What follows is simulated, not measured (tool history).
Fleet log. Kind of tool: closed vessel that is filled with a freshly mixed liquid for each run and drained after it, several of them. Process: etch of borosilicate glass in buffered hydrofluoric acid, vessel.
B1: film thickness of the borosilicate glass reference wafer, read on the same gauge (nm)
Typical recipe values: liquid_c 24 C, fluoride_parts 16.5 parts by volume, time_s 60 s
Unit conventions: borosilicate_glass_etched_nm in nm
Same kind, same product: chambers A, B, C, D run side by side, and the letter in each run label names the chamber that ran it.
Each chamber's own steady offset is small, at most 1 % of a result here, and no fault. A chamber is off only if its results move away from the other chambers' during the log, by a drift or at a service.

Run 1B, hour 12.4: usual settings; B1 129.98. Result: borosilicate_glass_etched_nm 47.339 nm.
Run 2A, hour 19.2: usual settings; B1 129.99. Result: borosilicate_glass_etched_nm 45.754 nm.
Run 3C, hour 27.3: usual settings; B1 130. Result: borosilicate_glass_etched_nm 45.434 nm.
Run 4D, hour 40.8: usual settings; B1 130.02. Result: borosilicate_glass_etched_nm 45.275 nm.
Run 5C, hour 56: usual settings; B1 130.03. Result: borosilicate_glass_etched_nm 44.787 nm.
Run 6A, hour 70: usual settings; B1 130.02. Result: borosilicate_glass_etched_nm 46.087 nm.
Run 7B, hour 79.7: usual settings; B1 130.01. Result: borosilicate_glass_etched_nm 46.663 nm.
Run 8D, hour 89.7: usual settings; B1 130.01. Result: borosilicate_glass_etched_nm 46.164 nm.
Run 9C, hour 99.7: usual settings but fluoride_parts 20.5 parts by volume; B1 129.99. Result: borosilicate_glass_etched_nm 37.203 nm.
Run 10A, hour 115: usual settings but fluoride_parts 20.5 parts by volume; B1 130. Result: borosilicate_glass_etched_nm 36.909 nm.
At hour 116.1: chamber A: thermometer replaced.
At hour 117.1: chamber A: hydrofluoric acid flow meter replaced.
Run 11D, hour 126.3: usual settings but fluoride_parts 20.5 parts by volume; B1 129.98. Result: borosilicate_glass_etched_nm 36.587 nm.
Run 12B, hour 140.9: usual settings but fluoride_parts 20.5 parts by volume; B1 130. Result: borosilicate_glass_etched_nm 37.692 nm.
Run 13A, hour 148.9: usual settings but liquid_c 21.5 C, time_s 45 s; B1 130.01. Result: borosilicate_glass_etched_nm 29.748 nm.
Run 14C, hour 161.9: usual settings but liquid_c 21.5 C, time_s 45 s; B1 130. Result: borosilicate_glass_etched_nm 29.867 nm.
Run 15D, hour 169.1: usual settings but liquid_c 21.5 C, time_s 45 s; B1 130.03. Result: borosilicate_glass_etched_nm 29.832 nm.
Run 16B, hour 178.8: usual settings but liquid_c 21.5 C, time_s 45 s; B1 129.99. Result: borosilicate_glass_etched_nm 29.897 nm.
Run 17B, hour 192.4: usual settings but fluoride_parts 10.5 parts by volume, time_s 80 s; B1 130.03. Result: borosilicate_glass_etched_nm 96.21 nm.
Run 18D, hour 207.1: usual settings but fluoride_parts 10.5 parts by volume, time_s 80 s; B1 130.01. Result: borosilicate_glass_etched_nm 95.283 nm.
Run 19A, hour 218.8: usual settings but fluoride_parts 10.5 parts by volume, time_s 80 s; B1 129.99. Result: borosilicate_glass_etched_nm 94.903 nm.
Run 20C, hour 231.1: usual settings but fluoride_parts 10.5 parts by volume, time_s 80 s; B1 130.01. Result: borosilicate_glass_etched_nm 90.815 nm.
Run 21C, hour 240.9: usual settings; B1 130.01. Result: borosilicate_glass_etched_nm 45.513 nm.
Run 22A, hour 248.3: usual settings; B1 130. Result: borosilicate_glass_etched_nm 45.967 nm.
Run 23D, hour 259.8: usual settings; B1 130.01. Result: borosilicate_glass_etched_nm 46.663 nm.
Run 24B, hour 273.1: usual settings but liquid_c 22 C; B1 129.98. Result: borosilicate_glass_etched_nm 41.301 nm.
At hour 280.9: chamber D: hydrofluoric acid flow meter replaced.
Run 25A, hour 281.9: usual settings but liquid_c 22 C; B1 130.01. Result: borosilicate_glass_etched_nm 41.893 nm.
Run 26B, hour 289.3: usual settings but liquid_c 22 C; B1 129.99. Result: borosilicate_glass_etched_nm 41.518 nm.
Run 27C, hour 298.1: usual settings but liquid_c 22 C; B1 129.99. Result: borosilicate_glass_etched_nm 39.053 nm.
Run 28D, hour 306.3: usual settings; B1 130.01. Result: borosilicate_glass_etched_nm 46.177 nm.
Run 29C, hour 320.2: usual settings but liquid_c 26.5 C, time_s 40 s; B1 130.01. Result: borosilicate_glass_etched_nm 33.152 nm.
Run 30A, hour 335.3: usual settings but liquid_c 26.5 C, time_s 40 s; B1 130.02. Result: borosilicate_glass_etched_nm 34.453 nm.
Run 31B, hour 344.5: usual settings but liquid_c 26.5 C, time_s 40 s; B1 130.03. Result: borosilicate_glass_etched_nm 35.356 nm.
At hour 345.4: chamber B: thermometer replaced.
Run 32D, hour 351.8: usual settings but liquid_c 26.5 C, time_s 40 s; B1 130.01. Result: borosilicate_glass_etched_nm 34.55 nm.
Run 33B, hour 365.4: usual settings; B1 130. Result: borosilicate_glass_etched_nm 45.675 nm.
Run 34C, hour 380.1: usual settings; B1 129.98. Result: borosilicate_glass_etched_nm 42.166 nm.
Run 35D, hour 388.7: usual settings; B1 130.01. Result: borosilicate_glass_etched_nm 46.227 nm.
Run 36A, hour 400.9: usual settings; B1 129.98. Result: borosilicate_glass_etched_nm 45.493 nm.
Run 37B, hour 409.1: usual settings but time_s 45 s; B1 130. Result: borosilicate_glass_etched_nm 34.203 nm.
Run 38A, hour 424.3: usual settings but time_s 45 s; B1 130.01. Result: borosilicate_glass_etched_nm 34.583 nm.
Run 39C, hour 431.2: usual settings but time_s 45 s; B1 130.01. Result: borosilicate_glass_etched_nm 31.425 nm.
Run 40D, hour 442.3: usual settings but time_s 45 s; B1 130.04. Result: borosilicate_glass_etched_nm 34.016 nm.
Run 41D, hour 450.6: usual settings; B1 130.03. Result: borosilicate_glass_etched_nm 45.087 nm.
Run 42C, hour 458.9: usual settings; B1 130. Result: borosilicate_glass_etched_nm 40.637 nm.

The same settings go to every chamber for the next run, one line per chamber below. Forecast the results for each:
Run 43A, hour 469.9: usual settings but liquid_c 20 C. Result: borosilicate_glass_etched_nm ?.
Run 43B, hour 469.9: usual settings but liquid_c 20 C. Result: borosilicate_glass_etched_nm ?.
Run 43C, hour 469.9: usual settings but liquid_c 20 C. Result: borosilicate_glass_etched_nm ?.
Run 43D, hour 469.9: usual settings but liquid_c 20 C. Result: borosilicate_glass_etched_nm ?.

run  borosilicate_glass_etched_nm
43A                        36.833
43B                        36.951
43C                        32.233
43D                        36.348
